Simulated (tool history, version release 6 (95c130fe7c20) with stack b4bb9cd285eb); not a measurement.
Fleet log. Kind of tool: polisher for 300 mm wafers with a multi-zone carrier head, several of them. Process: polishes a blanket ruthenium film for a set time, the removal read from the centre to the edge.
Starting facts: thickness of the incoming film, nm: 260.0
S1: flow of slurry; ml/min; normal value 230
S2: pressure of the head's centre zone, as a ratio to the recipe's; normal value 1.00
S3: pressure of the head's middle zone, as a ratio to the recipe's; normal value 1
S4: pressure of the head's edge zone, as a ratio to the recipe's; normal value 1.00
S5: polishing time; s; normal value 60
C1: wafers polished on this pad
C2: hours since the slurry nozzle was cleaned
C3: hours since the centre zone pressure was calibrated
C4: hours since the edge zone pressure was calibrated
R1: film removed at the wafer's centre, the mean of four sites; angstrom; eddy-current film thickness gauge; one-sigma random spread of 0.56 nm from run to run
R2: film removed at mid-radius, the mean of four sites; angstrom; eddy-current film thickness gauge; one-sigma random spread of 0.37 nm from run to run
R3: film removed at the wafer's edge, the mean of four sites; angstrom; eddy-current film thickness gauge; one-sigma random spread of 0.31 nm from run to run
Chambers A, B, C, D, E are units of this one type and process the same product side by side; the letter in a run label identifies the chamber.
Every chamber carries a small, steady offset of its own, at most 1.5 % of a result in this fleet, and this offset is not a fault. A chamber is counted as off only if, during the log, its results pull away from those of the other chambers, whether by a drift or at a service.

run,day,S1,S2,S3,S4,S5,C1,C2,C3,C4,R1,R2,R3
1D,0.421,230,1.00,1,1.00,60,853,112.9,262.4,53.9,450.18,449.88,445.23
# day 0.504: chamber A: worn pad replaced by a new one
2B,0.838,230,1.00,1,1.00,60,672,597.8,205.0,918.4,458.83,450.03,450.03
3E,1.167,230,1.00,1,1.00,60,531,236.9,174.3,400.5,435.40,449.68,441.14
# day 1.350: chamber C: worn pad replaced by a new one
# day 1.396: chamber B: slurry nozzle cleaned
# day 1.467: chamber E: slurry nozzle cleaned
# day 1.538: chamber D: worn pad replaced by a new one
4C,1.679,230,1.00,1,1.00,60,82,236.6,876.9,367.8,447.31,452.53,444.76
5A,1.925,230,1.00,1,1.00,60,353,62.4,649.6,1174.6,443.06,449.69,449.09
# day 2.017: chamber E: worn pad replaced by a new one
6B,2.229,230,1.00,1,1.00,60,1017,20.1,238.4,951.8,456.83,445.58,447.41
# day 2.579: chamber B: worn pad replaced by a new one
7E,2.650,230,1.00,1,1.00,60,157,28.5,209.9,436.1,448.89,445.91,446.70
8C,3.158,230,1.00,1,1.00,60,449,272.1,912.4,403.3,443.15,443.97,448.33
9D,3.650,230,1.00,1,1.00,60,525,190.4,339.9,131.4,456.39,444.46,451.45
10A,3.996,230,1.00,1,1.00,60,868,112.1,699.3,1224.3,430.02,452.46,451.21
# day 4.317: chamber A: worn pad replaced by a new one
# day 4.358: chamber C: worn pad replaced by a new one
11A,4.396,230,1.00,1,1.00,60,20,121.7,708.9,1233.9,441.51,451.26,451.21
# day 4.758: chamber E: worn pad replaced by a new one
12D,4.762,230,1.00,1,1.00,60,801,217.1,366.6,158.1,443.59,439.18,443.36
13E,5.125,230,1.00,1,1.00,60,91,87.9,269.3,495.5,446.79,455.43,445.51
14C,5.417,230,1.00,1,1.00,60,263,326.3,966.6,457.5,441.37,456.78,443.43
15B,5.933,230,1.00,1,1.00,60,833,109.0,327.3,1040.7,451.59,447.53,451.87
# day 6.158: chamber C: slurry nozzle cleaned
16D,6.471,230,1.00,1,1.00,60,1225,258.1,407.6,199.1,436.57,440.04,442.34
# day 6.621: chamber A: edge zone pressure recalibrated
17C,6.850,230,1.00,1,1.00,60,619,16.7,1001.0,491.9,443.27,452.32,449.91
# day 6.954: chamber D: worn pad replaced by a new one
# day 7.246: chamber C: worn pad replaced by a new one
18B,7.367,230,1.00,1,1.00,60,1190,143.4,361.7,1075.1,449.55,441.88,455.27
# day 7.579: chamber E: worn pad replaced by a new one
19E,7.888,230,1.00,1,1.00,60,77,154.2,335.6,561.8,444.98,445.18,447.71
# day 7.938: chamber A: worn pad replaced by a new one
# day 8.088: chamber B: worn pad replaced by a new one
20A,8.208,230,1.00,1,1.00,60,68,213.2,800.4,38.1,462.70,454.34,445.63
21D,8.712,230,1.00,1,1.00,60,437,311.9,461.4,252.9,449.70,441.21,442.27
# day 8.938: chamber B: centre zone pressure recalibrated
22C,8.983,285,1.00,1,0.89,60,432,67.9,1052.2,543.1,461.04,461.44,427.66
23B,9.417,285,1.00,1,0.89,60,330,192.6,11.5,1124.3,454.24,460.74,425.76
24A,9.904,285,1.00,1,0.89,60,489,253.9,841.1,78.8,478.11,453.76,434.26
# day 10.062: chamber C: worn pad replaced by a new one
25E,10.333,285,1.00,1,0.89,60,684,212.9,394.3,620.5,461.29,465.20,424.28
# day 10.404: chamber E: worn pad replaced by a new one
# day 10.608: chamber E: edge zone pressure recalibrated
26D,10.754,285,1.00,1,0.89,60,944,360.9,510.4,301.9,450.76,456.16,430.12
# day 11.062: chamber D: centre zone pressure recalibrated
27A,11.133,230,0.89,1,1.00,53,795,283.4,870.6,108.3,366.66,395.58,397.84
# day 11.308: chamber A: worn pad replaced by a new one
# day 11.404: chamber D: worn pad replaced by a new one
28B,11.492,230,0.89,1,1.00,53,846,242.4,61.3,1174.1,348.70,398.60,400.88
# day 11.892: chamber E: slurry nozzle cleaned
29C,12.058,230,0.89,1,1.00,53,496,141.7,1126.0,616.9,350.87,392.66,394.55
30E,12.358,230,0.89,1,1.00,53,485,11.3,442.9,42.0,343.39,396.59,383.49
# day 12.479: chamber C: centre zone pressure recalibrated
# day 12.542: chamber B: worn pad replaced by a new one
31A,12.767,230,0.89,1,1.00,53,362,322.6,909.8,147.5,371.47,395.80,400.07
# day 12.838: chamber C: worn pad replaced by a new one
# day 13.108: chamber E: worn pad replaced by a new one
32D,13.150,230,1.00,1,1.00,60,434,418.4,50.2,359.4,444.80,442.08,447.09
33E,13.554,230,1.00,1,1.00,60,111,40.0,471.6,70.7,447.25,443.42,441.64
34B,13.929,230,1.00,1,1.00,60,345,300.9,119.8,1232.6,451.91,446.46,447.05
35C,14.475,230,1.00,1,1.00,60,407,199.7,47.9,674.9,441.41,448.36,447.13
36D,14.779,230,1.00,1,1.00,60,839,457.5,89.3,398.5,443.16,444.23,446.78
37E,15.133,230,1.00,1,1.00,60,503,77.9,509.5,108.6,446.27,451.57,449.10

Is one chamber out of step, is the gauge drifting, or do the chambers differ by no more than their own small offsets? For an off chamber, give its letter and the likeliest cause.

Chamber A drifts away from the others.
Most likely cause: centre zone's pressure above its setpoint, % = 9.89.

Which of the 4 candidates below, each the usual settings with something changed and its results left as question marks, puts chamber A back in line with what the other chambers give on the usual settings?
To be in line, a result may differ from the other chambers' mean on the usual settings by at most: R1 19.00 angstrom; R2 13.00 angstrom; R3 11.00 angstrom
38A-1,15.542,235,1.07,0.99,0.98,61,,,,,?,?,?
38A-2,15.542,225,0.93,1.01,1.02,59,,,,,?,?,?
38A-3,15.542,220,0.87,1.03,1.04,59,,,,,?,?,?
38A-4,15.542,240,1.14,0.97,0.95,62,,,,,?,?,?

Average result of the remaining chambers running the usual settings: R1 445.30 angstrom; R2 447.48 angstrom; R3 445.90 angstrom
run,R1,R2,R3
38A-1,537.57,453.28,452.24
38A-2,443.72,444.58,444.60
38A-3,411.09,451.62,448.03
38A-4,586.63,453.03,453.45
With 38A-2, the chamber falls back in line with the rest.
